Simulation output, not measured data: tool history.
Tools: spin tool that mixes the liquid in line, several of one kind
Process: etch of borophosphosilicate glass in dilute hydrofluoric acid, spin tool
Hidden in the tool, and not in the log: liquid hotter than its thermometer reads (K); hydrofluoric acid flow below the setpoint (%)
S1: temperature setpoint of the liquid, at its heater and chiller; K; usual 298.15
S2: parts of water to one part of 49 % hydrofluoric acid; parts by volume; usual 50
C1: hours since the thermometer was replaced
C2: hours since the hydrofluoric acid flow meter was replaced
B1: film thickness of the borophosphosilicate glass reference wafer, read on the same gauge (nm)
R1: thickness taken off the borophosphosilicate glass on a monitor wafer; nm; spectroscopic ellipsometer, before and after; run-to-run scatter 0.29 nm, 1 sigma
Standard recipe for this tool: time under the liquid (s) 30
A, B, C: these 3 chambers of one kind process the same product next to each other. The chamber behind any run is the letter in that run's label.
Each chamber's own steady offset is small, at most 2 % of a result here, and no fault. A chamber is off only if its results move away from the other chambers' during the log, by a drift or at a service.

{"run": "1A", "hour": 3.9, "S1": 298.15, "S2": 50, "time under the liquid (s)": 30, "C1": 872.1, "C2": 28.4, "B1": 29.935, "R1": 49.442}
{"run": "2B", "hour": 9.1, "S1": 298.15, "S2": 50, "time under the liquid (s)": 30, "C1": 1106.7, "C2": 698.5, "B1": 29.979, "R1": 50.838}
{"run": "3C", "hour": 15.6, "S1": 298.15, "S2": 50, "time under the liquid (s)": 30, "C1": 1900.8, "C2": 140.0, "B1": 29.952, "R1": 49.448}
{"run": "4B", "hour": 18.8, "S1": 298.15, "S2": 50, "time under the liquid (s)": 30, "C1": 1116.4, "C2": 708.2, "B1": 30.027, "R1": 50.736}
{"run": "5C", "hour": 23.0, "S1": 298.15, "S2": 50, "time under the liquid (s)": 30, "C1": 1908.2, "C2": 147.4, "B1": 29.991, "R1": 49.932}
{"run": "6A", "hour": 28.1, "S1": 298.15, "S2": 50, "time under the liquid (s)": 30, "C1": 896.3, "C2": 52.6, "B1": 29.976, "R1": 49.477}
{"run": "7C", "hour": 32.5, "S1": 298.15, "S2": 75, "time under the liquid (s)": 30, "C1": 1917.7, "C2": 156.9, "B1": 30.01, "R1": 32.078}
{"run": "8A", "hour": 37.4, "S1": 298.15, "S2": 75, "time under the liquid (s)": 30, "C1": 905.6, "C2": 61.9, "B1": 30.002, "R1": 31.756}
{"run": "9B", "hour": 41.4, "S1": 298.15, "S2": 75, "time under the liquid (s)": 30, "C1": 1139.0, "C2": 730.8, "B1": 30.011, "R1": 33.03}
{"run": "10C", "hour": 45.1, "S1": 298.15, "S2": 50, "time under the liquid (s)": 30, "C1": 1930.3, "C2": 169.5, "B1": 29.965, "R1": 49.647}
{"run": "11B", "hour": 48.7, "S1": 295.65, "S2": 30, "time under the liquid (s)": 30, "C1": 1146.3, "C2": 738.1, "B1": 30.017, "R1": 78.787}
{"run": "12A", "hour": 54.0, "S1": 295.65, "S2": 30, "time under the liquid (s)": 30, "C1": 922.2, "C2": 78.5, "B1": 30.046, "R1": 75.6}
{"run": "13A", "hour": 59.7, "S1": 295.65, "S2": 30, "time under the liquid (s)": 30, "C1": 927.9, "C2": 84.2, "B1": 29.961, "R1": 76.71}
{"run": "14C", "hour": 66.5, "S1": 298.15, "S2": 50, "time under the liquid (s)": 30, "C1": 1951.7, "C2": 190.9, "B1": 30.0, "R1": 49.669}
{"run": "15B", "hour": 73.1, "S1": 298.15, "S2": 30, "time under the liquid (s)": 30, "C1": 1170.7, "C2": 762.5, "B1": 30.014, "R1": 87.783}
{"run": "16B", "hour": 77.1, "S1": 298.15, "S2": 30, "time under the liquid (s)": 30, "C1": 1174.7, "C2": 766.5, "B1": 30.006, "R1": 87.686}
{"run": "17A", "hour": 82.6, "S1": 298.15, "S2": 30, "time under the liquid (s)": 30, "C1": 950.8, "C2": 107.1, "B1": 30.039, "R1": 84.173}
{"run": "18C", "hour": 87.1, "S1": 298.15, "S2": 50, "time under the liquid (s)": 30, "C1": 1972.3, "C2": 211.5, "B1": 30.033, "R1": 49.199}
{"run": "19A", "hour": 93.6, "S1": 298.15, "S2": 50, "time under the liquid (s)": 30, "C1": 961.8, "C2": 118.1, "B1": 29.948, "R1": 49.924}
{"run": "20B", "hour": 98.7, "S1": 298.15, "S2": 50, "time under the liquid (s)": 30, "C1": 1196.3, "C2": 788.1, "B1": 30.021, "R1": 50.355}
{"run": "21C", "hour": 104.2, "S1": 298.15, "S2": 50, "time under the liquid (s)": 30, "C1": 1989.4, "C2": 228.6, "B1": 29.992, "R1": 49.8}
{"run": "22B", "hour": 107.3, "S1": 294.65, "S2": 50, "time under the liquid (s)": 30, "C1": 1204.9, "C2": 796.7, "B1": 29.952, "R1": 43.971}
{"run": "23C", "hour": 112.1, "S1": 294.65, "S2": 50, "time under the liquid (s)": 30, "C1": 1997.3, "C2": 236.5, "B1": 30.029, "R1": 42.828}
{"run": "24A", "hour": 116.0, "S1": 294.65, "S2": 50, "time under the liquid (s)": 30, "C1": 984.2, "C2": 140.5, "B1": 30.003, "R1": 42.586}
{"run": "25B", "hour": 121.1, "S1": 298.15, "S2": 50, "time under the liquid (s)": 30, "C1": 1218.7, "C2": 810.5, "B1": 29.994, "R1": 50.747}
{"hour": 124.9, "done": "chamber C: thermometer replaced"}
{"run": "26A", "hour": 125.1, "S1": 298.15, "S2": 50, "time under the liquid (s)": 30, "C1": 993.3, "C2": 149.6, "B1": 29.98, "R1": 49.076}
{"run": "27C", "hour": 130.2, "S1": 298.15, "S2": 50, "time under the liquid (s)": 30, "C1": 5.4, "C2": 254.6, "B1": 30.011, "R1": 48.725}
{"run": "28B", "hour": 136.5, "S1": 298.15, "S2": 50, "time under the liquid (s)": 30, "C1": 1234.1, "C2": 825.9, "B1": 30.004, "R1": 50.82}
{"run": "29C", "hour": 141.4, "S1": 298.15, "S2": 60, "time under the liquid (s)": 30, "C1": 16.6, "C2": 265.8, "B1": 29.986, "R1": 40.406}
{"run": "30A", "hour": 144.9, "S1": 298.15, "S2": 60, "time under the liquid (s)": 30, "C1": 1013.1, "C2": 169.4, "B1": 29.993, "R1": 40.424}
{"run": "31C", "hour": 148.8, "S1": 298.15, "S2": 60, "time under the liquid (s)": 30, "C1": 24.0, "C2": 273.2, "B1": 29.974, "R1": 39.769}
{"run": "32A", "hour": 151.9, "S1": 298.15, "S2": 50, "time under the liquid (s)": 30, "C1": 1020.1, "C2": 176.4, "B1": 29.992, "R1": 49.486}
{"run": "33B", "hour": 157.8, "S1": 298.15, "S2": 50, "time under the liquid (s)": 30, "C1": 1255.4, "C2": 847.2, "B1": 30.038, "R1": 51.124}
{"run": "34C", "hour": 164.0, "S1": 294.65, "S2": 60, "time under the liquid (s)": 30, "C1": 39.2, "C2": 288.4, "B1": 30.009, "R1": 34.617}
{"run": "35A", "hour": 170.7, "S1": 294.65, "S2": 60, "time under the liquid (s)": 30, "C1": 1038.9, "C2": 195.2, "B1": 30.002, "R1": 34.918}
{"run": "36B", "hour": 175.6, "S1": 294.65, "S2": 60, "time under the liquid (s)": 30, "C1": 1273.2, "C2": 865.0, "B1": 29.979, "R1": 36.358}
{"run": "37C", "hour": 179.8, "S1": 298.15, "S2": 50, "time under the liquid (s)": 30, "C1": 55.0, "C2": 304.2, "B1": 30.002, "R1": 47.928}
{"run": "38B", "hour": 185.2, "S1": 298.15, "S2": 50, "time under the liquid (s)": 30, "C1": 1282.8, "C2": 874.6, "B1": 30.0, "R1": 50.694}
{"run": "39A", "hour": 189.2, "S1": 294.65, "S2": 50, "time under the liquid (s)": 20, "C1": 1057.4, "C2": 213.7, "B1": 29.934, "R1": 28.569}
{"run": "40B", "hour": 194.6, "S1": 294.65, "S2": 50, "time under the liquid (s)": 20, "C1": 1292.2, "C2": 884.0, "B1": 29.931, "R1": 29.423}
{"run": "41A", "hour": 201.1, "S1": 294.65, "S2": 50, "time under the liquid (s)": 20, "C1": 1069.3, "C2": 225.6, "B1": 30.039, "R1": 28.229}
{"run": "42C", "hour": 205.9, "S1": 298.15, "S2": 50, "time under the liquid (s)": 15, "C1": 81.1, "C2": 330.3, "B1": 30.01, "R1": 23.959}

Does one chamber stand apart from the rest, does the shared gauge drift, or is all well apart from small per-chamber offsets? Give the chamber and the most likely cause, where there is one.

It is chamber C that slowly wanders off from its peers.
Likeliest cause: hydrofluoric acid flow below the setpoint (%) = 2.98.

Which of the 4 candidates below, each the usual settings with something changed and its results left as question marks, puts chamber C back in line with what the other chambers give on the usual settings?
Maximum distance from the other chambers' mean on the usual settings for a result to count as in line: R1 1.000 nm
{"run": "43C-1", "hour": 210.9, "S1": 297.15, "S2": 50, "time under the liquid (s)": 30, "R1": "?"}
{"run": "43C-2", "hour": 210.9, "S1": 299.15, "S2": 50, "time under the liquid (s)": 30, "R1": "?"}
{"run": "43C-3", "hour": 210.9, "S1": 296.15, "S2": 50, "time under the liquid (s)": 30, "R1": "?"}
{"run": "43C-4", "hour": 210.9, "S1": 300.15, "S2": 50, "time under the liquid (s)": 30, "R1": "?"}

Mean of the other chambers on the usual settings: R1 49.997 nm
run=43C-1 R1=46.217
run=43C-2 R1=50.206
run=43C-3 R1=44.312
run=43C-4 R1=52.290
43C-2 is the one that brings the chamber's results back in line with the other chambers.
